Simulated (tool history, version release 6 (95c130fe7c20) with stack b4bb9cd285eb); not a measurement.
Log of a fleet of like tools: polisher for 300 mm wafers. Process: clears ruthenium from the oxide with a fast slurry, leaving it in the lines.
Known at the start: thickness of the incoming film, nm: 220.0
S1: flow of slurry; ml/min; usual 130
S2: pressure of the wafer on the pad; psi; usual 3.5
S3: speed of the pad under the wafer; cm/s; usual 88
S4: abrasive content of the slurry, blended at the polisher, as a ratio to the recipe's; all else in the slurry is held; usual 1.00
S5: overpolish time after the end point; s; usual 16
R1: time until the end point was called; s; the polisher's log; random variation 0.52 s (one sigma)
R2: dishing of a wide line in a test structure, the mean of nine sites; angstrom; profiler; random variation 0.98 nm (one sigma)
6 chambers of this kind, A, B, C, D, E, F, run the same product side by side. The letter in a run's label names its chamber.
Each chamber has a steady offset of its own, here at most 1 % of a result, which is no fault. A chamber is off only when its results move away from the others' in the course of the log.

run	hour	S1	S2	S3	S4	S5	R1	R2
# hour 1.9: chamber E: slurry blender recalibrated
1C	4.4	130	3.5	88	1.00	16	45.658	547.78
2F	10.0	130	3.5	88	1.00	16	45.529	550.08
# hour 11.0: chamber A: slurry blender recalibrated
# hour 12.9: chamber F: slurry nozzle cleaned
3E	13.8	130	3.5	88	1.00	16	45.952	573.67
4B	18.5	130	3.5	88	1.00	16	45.552	544.83
# hour 21.1: chamber E: worn pad replaced by a new one
5D	22.2	130	3.5	88	1.00	16	45.958	536.02
# hour 22.3: chamber A: head pressure recalibrated
6A	25.2	130	3.5	88	1.00	16	45.865	558.11
7C	29.3	130	3.5	88	1.00	16	45.211	566.27
8E	34.8	130	3.5	88	1.00	16	46.526	536.77
9A	38.4	130	3.5	88	1.00	16	45.763	561.77
# hour 38.9: chamber B: worn pad replaced by a new one
# hour 41.5: chamber D: worn pad replaced by a new one
# hour 43.2: chamber A: worn pad replaced by a new one
10B	44.7	165	3.5	88	1.00	16	44.474	561.84
11D	49.1	165	3.5	88	1.00	16	44.737	578.10
# hour 52.8: chamber E: slurry nozzle cleaned
12F	52.8	165	3.5	88	1.00	16	44.159	581.18
# hour 53.0: chamber D: slurry nozzle cleaned
13C	55.6	165	3.5	88	1.00	16	44.455	569.80
14D	60.6	165	3.5	88	1.00	16	44.017	580.21
# hour 61.7: chamber B: slurry nozzle cleaned
# hour 63.3: chamber E: head pressure recalibrated
15E	65.7	165	3.5	88	1.00	16	44.677	593.07
16B	71.3	130	3.5	102	1.00	16	39.197	623.84
17A	76.1	130	3.5	102	1.00	16	40.187	615.49
18F	81.4	130	3.5	102	1.00	16	40.095	622.34
19D	87.5	130	3.5	102	1.00	16	40.669	609.45
20C	90.7	130	3.5	102	1.00	16	38.916	623.86
21B	94.6	130	3.5	102	1.00	16	39.066	627.82
22E	97.7	130	3.5	104	1.15	16	37.797	670.49
23F	103.0	130	3.5	104	1.15	16	37.190	670.33
# hour 105.1: chamber E: slurry blender recalibrated
24A	108.1	130	3.5	104	1.15	16	36.182	653.15
25B	111.0	130	3.5	104	1.15	16	36.216	649.20
# hour 112.8: chamber D: slurry blender recalibrated
26A	115.9	130	3.5	104	1.15	16	36.404	646.89
27F	118.8	130	3.5	104	1.15	16	37.129	669.08
# hour 121.4: chamber C: slurry nozzle cleaned
28C	123.6	130	3.5	88	1.00	10	46.142	375.49
29E	128.5	130	3.5	88	1.00	10	46.312	384.97
30D	132.7	130	3.5	88	1.00	10	46.339	381.18
# hour 134.4: chamber B: worn pad replaced by a new one
31F	135.6	130	3.5	88	1.00	10	46.136	368.14
32E	140.4	130	3.5	88	1.00	10	45.557	374.01
# hour 143.6: chamber E: worn pad replaced by a new one
33D	144.3	130	3.5	88	1.00	10	46.533	385.56
34C	148.0	130	3.5	88	1.00	16	45.544	545.27
# hour 151.4: chamber C: worn pad replaced by a new one
35B	153.0	130	3.5	88	1.00	16	46.205	548.60
# hour 158.0: chamber A: worn pad replaced by a new one
36A	158.3	105	3.5	88	0.75	16	54.771	477.05
37E	163.4	105	3.5	88	0.75	16	56.096	481.56
38C	168.3	105	3.5	88	0.75	16	54.815	456.06
# hour 170.6: chamber B: slurry blender recalibrated
39B	174.0	105	3.5	88	0.75	16	55.719	472.12
40F	179.7	105	3.5	88	0.75	16	55.821	468.44

Is one chamber off against the others, does the gauge drift, or is nothing wrong? If a chamber is off, say which, and what the likeliest cause is.

No chamber stands off beyond its own small offset, and the gauge holds steady.
